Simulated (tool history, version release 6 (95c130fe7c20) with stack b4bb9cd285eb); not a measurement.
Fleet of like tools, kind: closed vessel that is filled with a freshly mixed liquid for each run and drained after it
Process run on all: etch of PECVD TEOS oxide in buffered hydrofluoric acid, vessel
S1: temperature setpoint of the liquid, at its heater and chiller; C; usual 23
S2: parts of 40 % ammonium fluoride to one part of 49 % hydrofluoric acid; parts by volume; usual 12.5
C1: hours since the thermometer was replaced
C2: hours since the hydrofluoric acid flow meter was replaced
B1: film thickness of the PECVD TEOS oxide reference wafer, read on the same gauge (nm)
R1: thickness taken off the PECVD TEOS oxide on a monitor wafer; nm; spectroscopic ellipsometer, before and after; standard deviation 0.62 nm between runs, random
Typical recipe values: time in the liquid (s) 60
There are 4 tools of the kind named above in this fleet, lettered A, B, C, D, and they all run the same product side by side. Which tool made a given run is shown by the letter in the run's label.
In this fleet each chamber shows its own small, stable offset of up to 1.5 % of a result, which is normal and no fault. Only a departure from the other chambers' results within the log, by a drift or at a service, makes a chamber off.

{"run": "1D", "hour": 12.1, "S1": 23, "S2": 12.5, "time in the liquid (s)": 60, "C1": 15.7, "C2": 1168.6, "B1": 89.999, "R1": 90.192}
{"run": "2A", "hour": 19.9, "S1": 23, "S2": 12.5, "time in the liquid (s)": 60, "C1": 226.6, "C2": 947.1, "B1": 89.989, "R1": 91.119}
{"run": "3B", "hour": 28.0, "S1": 23, "S2": 12.5, "time in the liquid (s)": 60, "C1": 845.6, "C2": 235.6, "B1": 89.984, "R1": 91.466}
{"run": "4C", "hour": 43.3, "S1": 23, "S2": 12.5, "time in the liquid (s)": 60, "C1": 1027.4, "C2": 351.3, "B1": 89.989, "R1": 89.143}
{"run": "5C", "hour": 58.9, "S1": 23, "S2": 12.5, "time in the liquid (s)": 60, "C1": 1043, "C2": 366.9, "B1": 89.985, "R1": 89.687}
{"run": "6A", "hour": 74.8, "S1": 23, "S2": 12.5, "time in the liquid (s)": 60, "C1": 281.5, "C2": 1002, "B1": 90, "R1": 90.236}
{"run": "7D", "hour": 89.8, "S1": 23, "S2": 12.5, "time in the liquid (s)": 60, "C1": 93.4, "C2": 1246.3, "B1": 90.006, "R1": 89.97}
{"run": "8B", "hour": 104.0, "S1": 23, "S2": 12.5, "time in the liquid (s)": 60, "C1": 921.6, "C2": 311.6, "B1": 90.002, "R1": 91.33}
{"run": "9A", "hour": 118.5, "S1": 23, "S2": 12.5, "time in the liquid (s)": 60, "C1": 325.2, "C2": 1045.7, "B1": 89.988, "R1": 90.357}
{"run": "10B", "hour": 129.7, "S1": 23, "S2": 12.5, "time in the liquid (s)": 60, "C1": 947.3, "C2": 337.3, "B1": 89.991, "R1": 91.365}
{"run": "11C", "hour": 144.6, "S1": 23, "S2": 12.5, "time in the liquid (s)": 60, "C1": 1128.7, "C2": 452.6, "B1": 89.996, "R1": 90.48}
{"run": "12D", "hour": 156.3, "S1": 23, "S2": 12.5, "time in the liquid (s)": 60, "C1": 159.9, "C2": 1312.8, "B1": 90.005, "R1": 90.134}
{"run": "13A", "hour": 166.0, "S1": 23, "S2": 10.5, "time in the liquid (s)": 60, "C1": 372.7, "C2": 1093.2, "B1": 90.004, "R1": 107.76}
{"run": "14D", "hour": 175.3, "S1": 23, "S2": 10.5, "time in the liquid (s)": 60, "C1": 178.9, "C2": 1331.8, "B1": 89.996, "R1": 106.11}
{"run": "15C", "hour": 187.4, "S1": 23, "S2": 10.5, "time in the liquid (s)": 60, "C1": 1171.5, "C2": 495.4, "B1": 90.032, "R1": 106.05}
{"run": "16B", "hour": 201.3, "S1": 23, "S2": 10.5, "time in the liquid (s)": 60, "C1": 1018.9, "C2": 408.9, "B1": 90.017, "R1": 104.41}
{"run": "17B", "hour": 210.0, "S1": 23, "S2": 12.5, "time in the liquid (s)": 60, "C1": 1027.6, "C2": 417.6, "B1": 89.995, "R1": 88.603}
{"run": "18D", "hour": 220.0, "S1": 23, "S2": 12.5, "time in the liquid (s)": 60, "C1": 223.6, "C2": 1376.5, "B1": 90.009, "R1": 89.758}
{"run": "19C", "hour": 233.4, "S1": 23, "S2": 12.5, "time in the liquid (s)": 60, "C1": 1217.5, "C2": 541.4, "B1": 89.997, "R1": 89.679}
{"run": "20A", "hour": 245.5, "S1": 23, "S2": 12.5, "time in the liquid (s)": 60, "C1": 452.2, "C2": 1172.7, "B1": 89.997, "R1": 90.327}
{"run": "21A", "hour": 255.7, "S1": 23, "S2": 12.5, "time in the liquid (s)": 60, "C1": 462.4, "C2": 1182.9, "B1": 89.996, "R1": 90.473}
{"run": "22D", "hour": 271.5, "S1": 23, "S2": 16, "time in the liquid (s)": 30, "C1": 275.1, "C2": 1428, "B1": 90.01, "R1": 35.584}
{"run": "23C", "hour": 281.9, "S1": 23, "S2": 16, "time in the liquid (s)": 30, "C1": 1266, "C2": 589.9, "B1": 90.023, "R1": 35.107}
{"run": "24B", "hour": 292.6, "S1": 23, "S2": 16, "time in the liquid (s)": 30, "C1": 1110.2, "C2": 500.2, "B1": 89.969, "R1": 33.906}
{"run": "25B", "hour": 306.8, "S1": 23, "S2": 16, "time in the liquid (s)": 30, "C1": 1124.4, "C2": 514.4, "B1": 89.998, "R1": 33.804}
{"run": "26D", "hour": 318.9, "S1": 23, "S2": 12.5, "time in the liquid (s)": 40, "C1": 322.5, "C2": 1475.4, "B1": 89.984, "R1": 59.852}
{"hour": 320.2, "done": "chamber C: thermometer replaced"}
{"run": "27A", "hour": 331.9, "S1": 23, "S2": 12.5, "time in the liquid (s)": 40, "C1": 538.6, "C2": 1259.1, "B1": 89.995, "R1": 60.475}
{"run": "28C", "hour": 341.8, "S1": 23, "S2": 12.5, "time in the liquid (s)": 40, "C1": 21.6, "C2": 649.8, "B1": 89.994, "R1": 60.597}
{"run": "29B", "hour": 353.4, "S1": 23, "S2": 12.5, "time in the liquid (s)": 40, "C1": 1171, "C2": 561, "B1": 90.023, "R1": 56.195}
{"run": "30D", "hour": 361.4, "S1": 23, "S2": 12.5, "time in the liquid (s)": 60, "C1": 365, "C2": 1517.9, "B1": 90.01, "R1": 90.606}
{"run": "31C", "hour": 369.9, "S1": 23, "S2": 12.5, "time in the liquid (s)": 60, "C1": 49.7, "C2": 677.9, "B1": 90, "R1": 90.065}
{"run": "32A", "hour": 380.3, "S1": 25, "S2": 16, "time in the liquid (s)": 60, "C1": 587, "C2": 1307.5, "B1": 89.982, "R1": 78.991}

One chamber off, gauge drift, or nothing amiss beyond the chambers' own small offsets? If it is a chamber, which one, and what is the likeliest cause?

One chamber, B, drifts off from the rest bit by bit.
Most likely cause: hydrofluoric acid flow below the setpoint (%) = 9.35.
Not necessarily distinguishable in this log from: liquid colder than its thermometer reads (K).

Here are 4 candidates for chamber B's next run, each the usual settings with a change, their results left as question marks. Which one brings its results back in line with what the others give on the usual settings?
Counts as in line when no further than this from what the other chambers average on the usual settings: R1 2.1 nm
{"run": "33B-1", "hour": 391.9, "S1": 23, "S2": 11.5, "time in the liquid (s)": 60, "R1": "?"}
{"run": "33B-2", "hour": 391.9, "S1": 23, "S2": 12.5, "time in the liquid (s)": 55, "R1": "?"}
{"run": "33B-3", "hour": 391.9, "S1": 22.5, "S2": 12.5, "time in the liquid (s)": 60, "R1": "?"}
{"run": "33B-4", "hour": 391.9, "S1": 23.5, "S2": 12.5, "time in the liquid (s)": 60, "R1": "?"}

What the other chambers average on the usual settings: R1 90.343 nm
run=33B-1 R1=90.262
run=33B-2 R1=76.254
run=33B-3 R1=80.928
run=33B-4 R1=85.5
The right change is 33B-1: it brings the chamber back within the allowed miss of the others.
